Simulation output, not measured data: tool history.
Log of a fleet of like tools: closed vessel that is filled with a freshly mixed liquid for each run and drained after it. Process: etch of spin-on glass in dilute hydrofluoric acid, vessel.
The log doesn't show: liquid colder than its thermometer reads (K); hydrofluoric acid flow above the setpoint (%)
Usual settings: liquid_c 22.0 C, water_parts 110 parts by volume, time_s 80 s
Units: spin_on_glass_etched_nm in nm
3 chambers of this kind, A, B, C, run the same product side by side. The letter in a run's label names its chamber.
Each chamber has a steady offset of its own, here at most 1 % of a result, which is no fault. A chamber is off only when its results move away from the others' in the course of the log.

run    day  liquid_c  water_parts  time_s  hours since the thermometer was replaced  hours since the hydrofluoric acid flow meter was replaced  read-back film thickness of the spin-on glass reference wafer, read on the same gauge (nm)  spin_on_glass_etched_nm
 1B  0.279      22.0          110      80                                     661.4                                                      913.9                                                                                      69.983                   20.893
 2C  0.600      22.0          110      80                                     357.8                                                     1069.2                                                                                      69.995                   20.554
 3A  0.875      22.0          110      80                                    2559.8                                                      548.2                                                                                      70.012                   20.333
     0.938  -- chamber B: hydrofluoric acid flow meter replaced
 4A  1.167      22.0          110      80                                    2566.8                                                      555.2                                                                                      70.001                   20.461
 5C  1.329      22.0          110      80                                     375.3                                                     1086.7                                                                                      70.033                   20.898
 6B  1.654      22.0          110      80                                     694.4                                                       17.3                                                                                      70.033                   20.567
 7B  1.838      22.0          110      80                                     698.8                                                       21.7                                                                                      69.983                   21.014
 8C  2.042      22.0          110      80                                     392.4                                                     1103.8                                                                                      69.972                   20.742
 9A  2.221      25.5          110     120                                    2592.1                                                      580.5                                                                                      69.964                   35.662
10B  2.467      25.5          110     120                                     713.9                                                       36.8                                                                                      70.011                   36.002
11C  2.704      25.5          110     120                                     408.3                                                     1119.7                                                                                      69.978                   35.709
12A  2.896      22.0          110      80                                    2608.3                                                      596.7                                                                                      70.002                   20.886
13B  3.062      22.0           70      80                                     728.2                                                       51.1                                                                                      70.018                   34.080
14A  3.375      22.0           70      80                                    2619.8                                                      608.2                                                                                      70.029                   33.286
15C  3.558      22.0           70      80                                     428.8                                                     1140.2                                                                                      69.991                   34.281
16C  3.750      22.0          110      80                                     433.4                                                     1144.8                                                                                      70.010                   20.727
17A  3.925      22.0          110      80                                    2633.0                                                      621.4                                                                                      69.981                   20.676
18B  4.125      22.0          110      80                                     753.7                                                       76.6                                                                                      70.022                   20.786
19A  4.396      22.0          110      80                                    2644.3                                                      632.7                                                                                      70.015                   20.819
20B  4.721      22.0          110      80                                     768.0                                                       90.9                                                                                      70.000                   20.755
21C  4.900      22.0          110      80                                     461.0                                                     1172.4                                                                                      69.995                   21.504
22B  5.225      22.0          110      80                                     780.1                                                      103.0                                                                                      70.000                   21.049
23C  5.404      22.0          110      80                                     473.1                                                     1184.5                                                                                      69.988                   21.290
24A  5.704      22.0          110      80                                    2675.7                                                      664.1                                                                                      69.977                   20.740
25C  5.942      22.0          110      80                                     486.0                                                     1197.4                                                                                      70.017                   21.817
26A  6.267      22.0          110      80                                    2689.2                                                      677.6                                                                                      69.972                   20.150
27B  6.492      22.0          110      80                                     810.5                                                      133.4                                                                                      69.982                   20.710
28C  6.708      22.0          110      80                                     504.4                                                     1215.8                                                                                      69.983                   22.203
29B  6.975      22.0          110      80                                     822.1                                                      145.0                                                                                      70.009                   20.804
30A  7.179      22.0          110      80                                    2711.1                                                      699.5                                                                                      69.988                   20.710
31A  7.404      22.0          110      80                                    2716.5                                                      704.9                                                                                      69.997                   20.467
32C  7.729      22.0          110      80                                     528.9                                                     1240.3                                                                                      70.030                   22.741

All 3 chambers run these settings next. Forecast each chamber's results:
33A  7.967      26.5          110      80                                                                                                                                                                                                                         ?
33B  7.967      26.5          110      80                                                                                                                                                                                                                         ?
33C  7.967      26.5          110      80                                                                                                                                                                                                                         ?

run  spin_on_glass_etched_nm
33A                   24.221
33B                   25.018
33C                   27.513

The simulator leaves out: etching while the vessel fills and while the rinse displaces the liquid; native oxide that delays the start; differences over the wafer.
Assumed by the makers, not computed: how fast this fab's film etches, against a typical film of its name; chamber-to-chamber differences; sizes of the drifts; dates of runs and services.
